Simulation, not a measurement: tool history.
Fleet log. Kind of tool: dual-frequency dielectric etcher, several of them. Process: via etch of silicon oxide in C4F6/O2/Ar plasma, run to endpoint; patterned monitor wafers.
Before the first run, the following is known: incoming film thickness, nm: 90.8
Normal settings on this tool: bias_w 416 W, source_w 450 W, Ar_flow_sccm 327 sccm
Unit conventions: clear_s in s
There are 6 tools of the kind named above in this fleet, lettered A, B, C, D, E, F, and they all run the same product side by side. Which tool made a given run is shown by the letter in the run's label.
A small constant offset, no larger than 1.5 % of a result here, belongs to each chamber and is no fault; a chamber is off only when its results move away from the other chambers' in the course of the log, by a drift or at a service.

{"run": "1C", "hour": 4.6, "bias_w": 416, "source_w": 450, "Ar_flow_sccm": 327, "clear_s": 20.689}
{"run": "2F", "hour": 7.7, "bias_w": 416, "source_w": 450, "Ar_flow_sccm": 327, "clear_s": 21.013}
{"run": "3A", "hour": 11.2, "bias_w": 416, "source_w": 450, "Ar_flow_sccm": 327, "clear_s": 20.785}
{"run": "4D", "hour": 16.1, "bias_w": 416, "source_w": 450, "Ar_flow_sccm": 327, "clear_s": 20.608}
{"run": "5B", "hour": 18.7, "bias_w": 378, "source_w": 450, "Ar_flow_sccm": 378, "clear_s": 21.685}
{"run": "6E", "hour": 23.1, "bias_w": 378, "source_w": 450, "Ar_flow_sccm": 378, "clear_s": 21.64}
{"hour": 26.6, "done": "chamber B: bias power generator calibrated"}
{"run": "7D", "hour": 27.8, "bias_w": 378, "source_w": 450, "Ar_flow_sccm": 378, "clear_s": 21.555}
{"run": "8F", "hour": 30.3, "bias_w": 378, "source_w": 450, "Ar_flow_sccm": 378, "clear_s": 22.056}
{"run": "9C", "hour": 34.7, "bias_w": 378, "source_w": 450, "Ar_flow_sccm": 378, "clear_s": 21.952}
{"run": "10E", "hour": 37.9, "bias_w": 378, "source_w": 450, "Ar_flow_sccm": 378, "clear_s": 21.633}
{"run": "11A", "hour": 41.6, "bias_w": 416, "source_w": 450, "Ar_flow_sccm": 327, "clear_s": 20.818}
{"run": "12B", "hour": 46.3, "bias_w": 416, "source_w": 450, "Ar_flow_sccm": 327, "clear_s": 20.418}
{"run": "13A", "hour": 50.1, "bias_w": 416, "source_w": 450, "Ar_flow_sccm": 327, "clear_s": 20.527}
{"hour": 52.8, "done": "chamber A: wet clean of the chamber"}
{"run": "14D", "hour": 53.0, "bias_w": 416, "source_w": 450, "Ar_flow_sccm": 327, "clear_s": 20.587}
{"run": "15B", "hour": 57.3, "bias_w": 416, "source_w": 540, "Ar_flow_sccm": 327, "clear_s": 18.993}
{"hour": 58.2, "done": "chamber B: wet clean of the chamber"}
{"run": "16F", "hour": 62.1, "bias_w": 416, "source_w": 540, "Ar_flow_sccm": 327, "clear_s": 19.57}
{"run": "17E", "hour": 66.0, "bias_w": 416, "source_w": 540, "Ar_flow_sccm": 327, "clear_s": 19.175}
{"hour": 68.1, "done": "chamber E: bias power generator calibrated"}
{"run": "18C", "hour": 69.3, "bias_w": 416, "source_w": 540, "Ar_flow_sccm": 327, "clear_s": 19.406}
{"hour": 70.2, "done": "chamber F: wet clean of the chamber"}
{"run": "19A", "hour": 72.0, "bias_w": 416, "source_w": 540, "Ar_flow_sccm": 327, "clear_s": 19.911}
{"run": "20D", "hour": 76.9, "bias_w": 416, "source_w": 540, "Ar_flow_sccm": 327, "clear_s": 19.167}
{"run": "21C", "hour": 80.7, "bias_w": 416, "source_w": 450, "Ar_flow_sccm": 327, "clear_s": 20.859}
{"run": "22B", "hour": 84.1, "bias_w": 416, "source_w": 450, "Ar_flow_sccm": 327, "clear_s": 20.587}
{"run": "23F", "hour": 86.5, "bias_w": 416, "source_w": 490, "Ar_flow_sccm": 327, "clear_s": 20.341}
{"hour": 90.9, "done": "chamber D: wet clean of the chamber"}
{"run": "24E", "hour": 91.4, "bias_w": 416, "source_w": 490, "Ar_flow_sccm": 327, "clear_s": 19.922}
{"run": "25F", "hour": 96.4, "bias_w": 416, "source_w": 490, "Ar_flow_sccm": 327, "clear_s": 20.174}
{"run": "26E", "hour": 98.5, "bias_w": 416, "source_w": 490, "Ar_flow_sccm": 327, "clear_s": 19.967}
{"run": "27C", "hour": 103.1, "bias_w": 416, "source_w": 490, "Ar_flow_sccm": 327, "clear_s": 20.199}
{"run": "28A", "hour": 105.6, "bias_w": 416, "source_w": 490, "Ar_flow_sccm": 327, "clear_s": 20.503}
{"run": "29B", "hour": 108.2, "bias_w": 416, "source_w": 450, "Ar_flow_sccm": 327, "clear_s": 20.633}
{"run": "30D", "hour": 112.7, "bias_w": 416, "source_w": 450, "Ar_flow_sccm": 327, "clear_s": 20.681}
{"run": "31D", "hour": 115.6, "bias_w": 416, "source_w": 450, "Ar_flow_sccm": 327, "clear_s": 20.579}
{"run": "32B", "hour": 118.8, "bias_w": 416, "source_w": 450, "Ar_flow_sccm": 327, "clear_s": 20.523}
{"run": "33F", "hour": 123.4, "bias_w": 416, "source_w": 360, "Ar_flow_sccm": 327, "clear_s": 22.683}
{"run": "34A", "hour": 127.6, "bias_w": 416, "source_w": 360, "Ar_flow_sccm": 327, "clear_s": 22.913}
{"run": "35E", "hour": 130.9, "bias_w": 416, "source_w": 360, "Ar_flow_sccm": 327, "clear_s": 22.275}
{"run": "36C", "hour": 133.1, "bias_w": 416, "source_w": 360, "Ar_flow_sccm": 327, "clear_s": 22.717}
{"run": "37A", "hour": 137.0, "bias_w": 416, "source_w": 360, "Ar_flow_sccm": 327, "clear_s": 23.082}
{"run": "38D", "hour": 140.1, "bias_w": 416, "source_w": 360, "Ar_flow_sccm": 327, "clear_s": 22.283}
{"run": "39E", "hour": 143.6, "bias_w": 416, "source_w": 450, "Ar_flow_sccm": 327, "clear_s": 20.483}
{"run": "40B", "hour": 145.8, "bias_w": 416, "source_w": 450, "Ar_flow_sccm": 327, "clear_s": 20.622}
{"hour": 147.5, "done": "chamber F: bias power generator calibrated"}
{"run": "41F", "hour": 149.1, "bias_w": 416, "source_w": 450, "Ar_flow_sccm": 327, "clear_s": 21.01}

What goes on in this fleet: one chamber off, a drifting gauge, or nothing beyond the chambers' own small offsets? Name the chamber and the cause, if any.

Chamber A has stood off from the others ever since a service on it.
Most likely cause: etch rate under this chamber's usual, % = 2.44.

Here are 4 candidates for chamber A's next run, each the usual settings with a change, their results left as question marks. Which one brings its results back in line with what the others give on the usual settings?
To be in line, a result may differ from the other chambers' mean on the usual settings by at most: clear_s 0.28 s
{"run": "42A-1", "hour": 152.7, "bias_w": 416, "source_w": 390, "Ar_flow_sccm": 327, "clear_s": "?"}
{"run": "42A-2", "hour": 152.7, "bias_w": 416, "source_w": 510, "Ar_flow_sccm": 313, "clear_s": "?"}
{"run": "42A-3", "hour": 152.7, "bias_w": 402, "source_w": 440, "Ar_flow_sccm": 330, "clear_s": "?"}
{"run": "42A-4", "hour": 152.7, "bias_w": 442, "source_w": 450, "Ar_flow_sccm": 320, "clear_s": "?"}

Usual-settings mean across the other chambers: clear_s 20.7 s
run=42A-1 clear_s=22.378
run=42A-2 clear_s=20.17
run=42A-3 clear_s=21.691
run=42A-4 clear_s=20.722
42A-4 puts the chamber back in line with the other chambers.
